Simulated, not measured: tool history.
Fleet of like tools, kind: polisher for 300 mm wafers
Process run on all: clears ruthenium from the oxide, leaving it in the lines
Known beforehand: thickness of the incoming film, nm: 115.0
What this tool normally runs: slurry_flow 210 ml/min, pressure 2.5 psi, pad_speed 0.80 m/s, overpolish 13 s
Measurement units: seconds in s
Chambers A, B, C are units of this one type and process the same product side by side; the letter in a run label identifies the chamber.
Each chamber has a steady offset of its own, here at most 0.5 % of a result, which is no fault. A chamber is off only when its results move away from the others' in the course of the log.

run	day	slurry_flow	pressure	pad_speed	overpolish	seconds
1A	0.117	210	2.5	0.80	13	87.856
2B	0.246	210	2.5	0.80	13	83.833
3C	0.446	210	2.5	0.80	13	86.949
4C	0.562	210	2.5	0.80	13	87.304
5B	0.800	210	2.5	0.80	13	82.502
# day 0.883: chamber A: slurry nozzle cleaned
6A	0.967	210	2.5	0.80	13	87.521
7B	1.212	210	2.5	0.80	13	84.467
8C	1.412	210	2.5	0.80	13	84.105
9A	1.550	210	2.5	0.80	13	87.395
10B	1.796	210	2.5	0.80	13	86.198
11A	1.979	210	2.5	0.80	13	86.475
12C	2.142	210	2.5	0.80	13	85.753
13A	2.329	210	2.5	0.80	13	89.048
14C	2.558	210	2.5	0.80	13	85.700
15B	2.729	210	2.5	0.80	13	84.133
16C	2.867	210	2.5	0.80	13	86.493
17B	3.075	210	2.5	0.80	13	83.512
18A	3.204	210	2.5	0.80	5	87.882
19C	3.350	210	2.5	0.80	5	85.052
# day 3.400: chamber B: worn pad replaced by a new one
20B	3.600	210	2.5	0.80	5	86.580
21A	3.754	265	2.5	0.80	17	90.250
22C	3.871	265	2.5	0.80	17	83.087
# day 3.875: chamber C: worn pad replaced by a new one
# day 3.908: chamber A: worn pad replaced by a new one
23A	4.067	265	2.5	0.80	17	88.264
24B	4.192	210	2.5	0.90	18	76.541
25A	4.312	210	2.5	0.90	18	81.535
26B	4.492	210	2.5	0.90	18	75.943
27C	4.712	210	2.5	0.80	13	87.431
28A	4.933	210	2.5	0.80	13	89.202
29C	5.142	210	2.5	0.80	13	84.857
30B	5.312	210	2.5	0.80	13	84.536
31C	5.471	210	2.5	0.80	13	88.461
32A	5.683	210	2.5	0.80	13	89.143
33B	5.817	210	2.5	0.80	13	86.255
34A	5.971	210	2.5	0.80	13	94.570
35B	6.125	210	2.5	0.88	13	78.896
36C	6.338	210	2.5	0.88	13	76.655
37C	6.488	210	2.5	0.88	13	77.068
38B	6.662	210	2.5	0.80	13	86.284
39A	6.800	210	2.5	0.80	13	95.607
40B	6.938	210	2.5	0.80	13	89.772
# day 7.062: chamber B: worn pad replaced by a new one
41A	7.071	210	2.5	0.80	13	96.251
42C	7.254	210	2.5	0.80	13	84.672
43B	7.471	210	2.5	0.80	13	87.225

Predict what each chamber gives when all 3 of them run the settings below next.
44A	7.650	210	2.5	0.80	13	?
44B	7.650	210	2.5	0.80	13	?
44C	7.650	210	2.5	0.80	13	?

run	seconds
44A	96.921
44B	88.358
44C	85.209
